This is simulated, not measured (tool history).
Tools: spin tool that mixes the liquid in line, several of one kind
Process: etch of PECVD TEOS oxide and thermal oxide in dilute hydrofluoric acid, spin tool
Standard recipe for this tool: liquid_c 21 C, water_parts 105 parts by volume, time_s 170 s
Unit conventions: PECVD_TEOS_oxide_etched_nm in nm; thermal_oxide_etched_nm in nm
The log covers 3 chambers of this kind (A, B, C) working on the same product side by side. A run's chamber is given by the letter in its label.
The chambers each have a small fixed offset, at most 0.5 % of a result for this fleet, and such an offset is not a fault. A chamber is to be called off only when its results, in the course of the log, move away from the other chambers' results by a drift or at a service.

run,hour,liquid_c,water_parts,time_s,"read-back film thickness of the PECVD TEOS oxide reference wafer, read on the same gauge (nm)","read-back film thickness of the thermal oxide reference wafer, read on the same gauge (nm)",PECVD_TEOS_oxide_etched_nm,thermal_oxide_etched_nm
1A,8,21,105,170,150.01,90.015,16.007,6.4907
2C,18.8,21,105,170,149.99,90.031,15.412,6.5622
3B,25.4,21,105,170,149.99,89.991,15.909,6.5131
4A,37.1,21,105,170,150.02,90.037,15.631,6.3569
5B,43.8,21,105,170,150.01,90.016,15.847,6.5291
# hour 44.6: chamber C: thermometer replaced
6C,56.3,21,105,170,150.01,90.016,15.874,6.5349
7C,69.1,21,105,170,150,89.963,15.76,6.5826
8A,81.4,25,105,170,149.99,90.023,18.597,7.712
9B,88.6,25,105,170,150.01,90.054,18.458,7.5818
10A,98.7,25,105,170,149.98,89.988,18.497,7.5289
11C,111.9,21,105,90,149.99,89.947,8.3552,3.4305
12B,119.3,21,105,90,150.03,89.988,8.3042,3.5328
# hour 125.9: chamber B: hydrofluoric acid flow meter replaced
13B,128.9,21,105,90,150.02,89.996,8.3391,3.4847
14C,141,21,105,170,150.01,90.023,15.923,6.4792
15A,147.3,21,105,170,149.98,89.969,15.865,6.6708
16C,155.9,21,105,170,150.03,90.013,15.733,6.5773
17B,167.5,21,70,80,150.01,90,11.778,4.7777
18A,175.9,21,70,80,149.98,89.977,11.689,4.8029
19C,188.1,21,70,80,150.02,90.025,11.671,4.7539
20A,197.9,21,105,170,149.98,89.943,15.798,6.4859
21B,207.6,21,105,170,150.03,89.988,15.867,6.5578

Next, all 3 chambers run the settings below, one line each with question marks for the results. What does each chamber give?
22A,217.1,21,105,170,,,?,?
22B,217.1,21,105,170,,,?,?
22C,217.1,21,105,170,,,?,?

run,PECVD_TEOS_oxide_etched_nm,thermal_oxide_etched_nm
22A,15.895,6.5258
22B,15.845,6.6041
22C,15.913,6.4785
